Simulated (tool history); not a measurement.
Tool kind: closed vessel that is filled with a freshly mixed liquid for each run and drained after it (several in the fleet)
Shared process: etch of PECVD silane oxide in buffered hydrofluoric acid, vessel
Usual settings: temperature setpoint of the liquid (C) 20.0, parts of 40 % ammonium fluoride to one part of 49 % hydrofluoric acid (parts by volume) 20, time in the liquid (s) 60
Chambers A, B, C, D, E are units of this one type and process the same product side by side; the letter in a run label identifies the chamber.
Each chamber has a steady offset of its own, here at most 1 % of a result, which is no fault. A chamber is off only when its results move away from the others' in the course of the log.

run     day  temperature setpoint of the liquid (C)  parts of 40 % ammonium fluoride to one part of 49 % hydrofluoric acid (parts by volume)  time in the liquid (s)  hours since the thermometer was replaced  hours since the hydrofluoric acid flow meter was replaced  read-back film thickness of the PECVD silane oxide reference wafer, read on the same gauge (nm)  thickness taken off the PECVD silane oxide on a monitor wafer (nm)
      0.367  -- chamber E: hydrofluoric acid flow meter replaced
 1B   0.383                                    20.0                                                                                       20                      60                                     602.4                                                       96.9                                                                                           150.03                                                             123.580
 2E   0.779                                    20.0                                                                                       20                      60                                     230.4                                                       10.0                                                                                           150.02                                                             124.150
 3C   1.096                                    20.0                                                                                       20                      60                                     216.3                                                     1189.7                                                                                           150.01                                                             125.200
 4A   1.521                                    20.0                                                                                       20                      60                                    1139.2                                                      234.1                                                                                           150.03                                                             122.950
 5D   2.025                                    20.0                                                                                       20                      60                                     602.7                                                      632.4                                                                                           149.98                                                             124.850
 6B   2.617                                    20.0                                                                                       20                      60                                     656.0                                                      150.5                                                                                           150.02                                                             122.650
 7A   2.900                                    20.0                                                                                       20                      60                                    1172.3                                                      267.2                                                                                           149.99                                                             122.410
 8E   3.488                                    20.0                                                                                       20                      60                                     295.4                                                       75.0                                                                                           150.02                                                             122.940
 9D   3.867                                    24.5                                                                                       20                      85                                     646.9                                                      676.6                                                                                           150.03                                                             224.220
10C   4.167                                    24.5                                                                                       20                      85                                     290.0                                                     1263.4                                                                                           149.96                                                             227.990
11C   4.558                                    24.5                                                                                       20                      85                                     299.4                                                     1272.8                                                                                           149.98                                                             225.380
12E   4.912                                    24.5                                                                                       20                      85                                     329.6                                                      109.2                                                                                           149.99                                                             222.360
13B   5.462                                    24.5                                                                                       20                      85                                     724.3                                                      218.8                                                                                           150.00                                                             223.740
14D   5.775                                    20.0                                                                                       17                      75                                     692.7                                                      722.4                                                                                           150.02                                                             184.610
      6.146  -- chamber A: thermometer replaced
15A   6.312                                    20.0                                                                                       17                      75                                       4.0                                                      349.1                                                                                           149.98                                                             179.900
16E   6.692                                    20.0                                                                                       17                      75                                     372.3                                                      151.9                                                                                           150.01                                                             177.620
      6.908  -- chamber B: thermometer replaced
17D   7.188                                    20.0                                                                                       17                      75                                     726.6                                                      756.3                                                                                           150.02                                                             184.300
18B   7.621                                    20.0                                                                                       17                      75                                      17.1                                                      270.6                                                                                           150.02                                                             179.130
19A   7.979                                    20.0                                                                                       20                      60                                      44.0                                                      389.1                                                                                           149.99                                                             122.000
20C   8.567                                    20.0                                                                                       20                      60                                     395.6                                                     1369.0                                                                                           150.01                                                             123.900
21E   8.867                                    20.0                                                                                       20                      60                                     424.5                                                      204.1                                                                                           150.00                                                             121.820
22A   9.267                                    20.0                                                                                       20                      60                                      74.9                                                      420.0                                                                                           149.99                                                             123.190
23D   9.542                                    20.0                                                                                       20                      60                                     783.1                                                      812.8                                                                                           150.01                                                             127.770
24B   9.954                                    20.0                                                                                       20                      60                                      73.1                                                      326.6                                                                                           150.01                                                             124.410
25C  10.246                                    20.0                                                                                       20                      60                                     435.9                                                     1409.3                                                                                           149.99                                                             124.380
26A  10.525                                    20.0                                                                                       20                      60                                     105.1                                                      450.2                                                                                           150.00                                                             123.010
27B  11.075                                    20.0                                                                                       20                      60                                     100.0                                                      353.5                                                                                           149.97                                                             123.000
28D  11.700                                    20.0                                                                                       20                      60                                     834.9                                                      864.6                                                                                           149.98                                                             129.450
29E  12.262                                    20.0                                                                                       20                      60                                     506.0                                                      285.6                                                                                           150.00                                                             124.410
30C  12.542                                    20.0                                                                                       20                      60                                     491.0                                                     1464.4                                                                                           150.00                                                             125.510
31D  12.983                                    20.0                                                                                       20                      45                                     865.7                                                      895.4                                                                                           149.98                                                              99.423
32E  13.258                                    20.0                                                                                       20                      45                                     529.9                                                      309.5                                                                                           149.98                                                              92.766
33B  13.850                                    20.0                                                                                       20                      45                                     166.6                                                      420.1                                                                                           150.02                                                              92.114
34A  14.212                                    20.0                                                                                       20                      45                                     193.6                                                      538.7                                                                                           149.95                                                              91.599
35C  14.838                                    20.0                                                                                       20                      45                                     546.1                                                     1519.5                                                                                           150.03                                                              93.295
36D  15.183                                    20.0                                                                                       20                      60                                     918.5                                                      948.2                                                                                           150.00                                                             134.970
37A  15.692                                    20.0                                                                                       20                      60                                     229.1                                                      574.2                                                                                           149.99                                                             120.930
38B  16.296                                    20.0                                                                                       20                      60                                     225.3                                                      478.8                                                                                           150.00                                                             121.600
39C  16.779                                    20.0                                                                                       20                      40                                     592.7                                                     1566.1                                                                                           150.03                                                              83.173

One chamber off, gauge drift, or nothing amiss beyond the chambers' own small offsets? If it is a chamber, which one, and what is the likeliest cause?

It is chamber D that slowly wanders off from its peers.
Cause: liquid hotter than its thermometer reads (K) = 1.74.
The log may not separate it from: hydrofluoric acid flow above the setpoint (%).

Below are 4 candidate recipes for chamber D's next run, each the usual settings with a change, their results shown as question marks. Which of them brings D's results back in line with what the other chambers give on the usual settings?
Maximum distance from the other chambers' mean on the usual settings for a result to count as in line: thickness taken off the PECVD silane oxide on a monitor wafer (nm) 3.600
40D-1  17.225                                    18.5                                                                                     23.0                      60                                                                                                                                                                                                                                                                         ?
40D-2  17.225                                    23.5                                                                                     20.0                      60                                                                                                                                                                                                                                                                         ?
40D-3  17.225                                    20.0                                                                                     20.5                      55                                                                                                                                                                                                                                                                         ?
40D-4  17.225                                    20.0                                                                                     19.5                      65                                                                                                                                                                                                                                                                         ?

Mean of the other chambers on the usual settings: thickness taken off the PECVD silane oxide on a monitor wafer (nm) 122.720
  run  thickness taken off the PECVD silane oxide on a monitor wafer (nm)
40D-1                                                             113.630
40D-2                                                             164.030
40D-3                                                             122.340
40D-4                                                             150.690
With 40D-3, the chamber falls back in line with the rest.

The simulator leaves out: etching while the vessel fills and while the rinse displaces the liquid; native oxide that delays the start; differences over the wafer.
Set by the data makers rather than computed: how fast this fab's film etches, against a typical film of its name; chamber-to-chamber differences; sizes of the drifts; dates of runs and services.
